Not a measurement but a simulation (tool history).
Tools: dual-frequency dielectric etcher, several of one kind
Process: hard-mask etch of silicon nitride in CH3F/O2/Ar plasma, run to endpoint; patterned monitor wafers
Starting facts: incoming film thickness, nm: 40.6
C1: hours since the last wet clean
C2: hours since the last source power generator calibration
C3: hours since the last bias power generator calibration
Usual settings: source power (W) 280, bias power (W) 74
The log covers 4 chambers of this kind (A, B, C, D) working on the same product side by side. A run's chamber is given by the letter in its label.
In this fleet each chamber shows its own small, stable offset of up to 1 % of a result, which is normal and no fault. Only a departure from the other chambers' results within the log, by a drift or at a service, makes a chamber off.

{"run": "1D", "hour": 3.1, "source power (W)": 280, "bias power (W)": 74, "C1": 159.6, "C2": 388.2, "C3": 144.4, "endpoint time (s)": 65.899}
{"run": "2B", "hour": 7.7, "source power (W)": 280, "bias power (W)": 74, "C1": 407.8, "C2": 975.5, "C3": 341.7, "endpoint time (s)": 66.857}
{"run": "3A", "hour": 11.3, "source power (W)": 280, "bias power (W)": 74, "C1": 529.7, "C2": 2305.3, "C3": 2532.4, "endpoint time (s)": 66.758}
{"run": "4C", "hour": 15.8, "source power (W)": 280, "bias power (W)": 74, "C1": 252, "C2": 4664.5, "C3": 2747.4, "endpoint time (s)": 65.62}
{"run": "5C", "hour": 19.8, "source power (W)": 280, "bias power (W)": 74, "C1": 256, "C2": 4668.5, "C3": 2751.4, "endpoint time (s)": 66.558}
{"run": "6D", "hour": 23.6, "source power (W)": 280, "bias power (W)": 74, "C1": 180.1, "C2": 408.7, "C3": 164.9, "endpoint time (s)": 67.244}
{"run": "7B", "hour": 28.7, "source power (W)": 280, "bias power (W)": 74, "C1": 428.8, "C2": 996.5, "C3": 362.7, "endpoint time (s)": 67.458}
{"run": "8A", "hour": 33.3, "source power (W)": 280, "bias power (W)": 74, "C1": 551.7, "C2": 2327.3, "C3": 2554.4, "endpoint time (s)": 67.53}
{"run": "9D", "hour": 37.0, "source power (W)": 280, "bias power (W)": 74, "C1": 193.5, "C2": 422.1, "C3": 178.3, "endpoint time (s)": 66.983}
{"run": "10C", "hour": 41.9, "source power (W)": 280, "bias power (W)": 74, "C1": 278.1, "C2": 4690.6, "C3": 2773.5, "endpoint time (s)": 66.289}
{"run": "11B", "hour": 44.6, "source power (W)": 280, "bias power (W)": 74, "C1": 444.7, "C2": 1012.4, "C3": 378.6, "endpoint time (s)": 67.392}
{"run": "12A", "hour": 48.8, "source power (W)": 280, "bias power (W)": 74, "C1": 567.2, "C2": 2342.8, "C3": 2569.9, "endpoint time (s)": 67.408}
{"run": "13B", "hour": 53.3, "source power (W)": 280, "bias power (W)": 86, "C1": 453.4, "C2": 1021.1, "C3": 387.3, "endpoint time (s)": 63.361}
{"run": "14D", "hour": 58.5, "source power (W)": 280, "bias power (W)": 86, "C1": 215, "C2": 443.6, "C3": 199.8, "endpoint time (s)": 62.425}
{"hour": 60.5, "done": "chamber A: wet clean of the chamber"}
{"run": "15C", "hour": 61.4, "source power (W)": 280, "bias power (W)": 86, "C1": 297.6, "C2": 4710.1, "C3": 2793, "endpoint time (s)": 62.434}
{"run": "16A", "hour": 64.9, "source power (W)": 280, "bias power (W)": 86, "C1": 4.5, "C2": 2358.9, "C3": 2586, "endpoint time (s)": 63.515}
{"run": "17B", "hour": 68.7, "source power (W)": 280, "bias power (W)": 60, "C1": 468.8, "C2": 1036.5, "C3": 402.7, "endpoint time (s)": 71.871}
{"run": "18D", "hour": 73.0, "source power (W)": 280, "bias power (W)": 60, "C1": 229.5, "C2": 458.1, "C3": 214.3, "endpoint time (s)": 71.762}
{"run": "19A", "hour": 77.2, "source power (W)": 280, "bias power (W)": 60, "C1": 16.8, "C2": 2371.2, "C3": 2598.3, "endpoint time (s)": 71.397}
{"run": "20C", "hour": 80.4, "source power (W)": 280, "bias power (W)": 60, "C1": 316.6, "C2": 4729.1, "C3": 2812, "endpoint time (s)": 70.497}
{"run": "21D", "hour": 84.5, "source power (W)": 280, "bias power (W)": 74, "C1": 241, "C2": 469.6, "C3": 225.8, "endpoint time (s)": 65.971}
{"run": "22A", "hour": 87.3, "source power (W)": 280, "bias power (W)": 74, "C1": 26.9, "C2": 2381.3, "C3": 2608.4, "endpoint time (s)": 66.524}
{"run": "23B", "hour": 92.0, "source power (W)": 280, "bias power (W)": 74, "C1": 492.1, "C2": 1059.8, "C3": 426, "endpoint time (s)": 66.837}
{"run": "24C", "hour": 95.6, "source power (W)": 310, "bias power (W)": 63, "C1": 331.8, "C2": 4744.3, "C3": 2827.2, "endpoint time (s)": 67.28}
{"run": "25D", "hour": 100.8, "source power (W)": 310, "bias power (W)": 63, "C1": 257.3, "C2": 485.9, "C3": 242.1, "endpoint time (s)": 66.699}
{"run": "26B", "hour": 104.1, "source power (W)": 310, "bias power (W)": 63, "C1": 504.2, "C2": 1071.9, "C3": 438.1, "endpoint time (s)": 68.071}
{"hour": 107.6, "done": "chamber C: wet clean of the chamber"}
{"run": "27A", "hour": 108.3, "source power (W)": 310, "bias power (W)": 63, "C1": 47.9, "C2": 2402.3, "C3": 2629.4, "endpoint time (s)": 68.272}
{"run": "28C", "hour": 112.9, "source power (W)": 280, "bias power (W)": 74, "C1": 5.3, "C2": 4761.6, "C3": 2844.5, "endpoint time (s)": 65.122}
{"run": "29D", "hour": 117.0, "source power (W)": 280, "bias power (W)": 74, "C1": 273.5, "C2": 502.1, "C3": 258.3, "endpoint time (s)": 65.615}
{"run": "30C", "hour": 119.7, "source power (W)": 280, "bias power (W)": 74, "C1": 12.1, "C2": 4768.4, "C3": 2851.3, "endpoint time (s)": 65.825}
{"run": "31A", "hour": 123.6, "source power (W)": 280, "bias power (W)": 74, "C1": 63.2, "C2": 2417.6, "C3": 2644.7, "endpoint time (s)": 66.984}

Read the log: is a single chamber off, either drifting away or since a service, is the gauge that measures every chamber drifting, or is nothing wrong beyond small per-chamber offsets? Name any odd chamber and what most likely caused it.

Neither any chamber nor the gauge drifts; the chambers differ only by their own small, steady offsets.

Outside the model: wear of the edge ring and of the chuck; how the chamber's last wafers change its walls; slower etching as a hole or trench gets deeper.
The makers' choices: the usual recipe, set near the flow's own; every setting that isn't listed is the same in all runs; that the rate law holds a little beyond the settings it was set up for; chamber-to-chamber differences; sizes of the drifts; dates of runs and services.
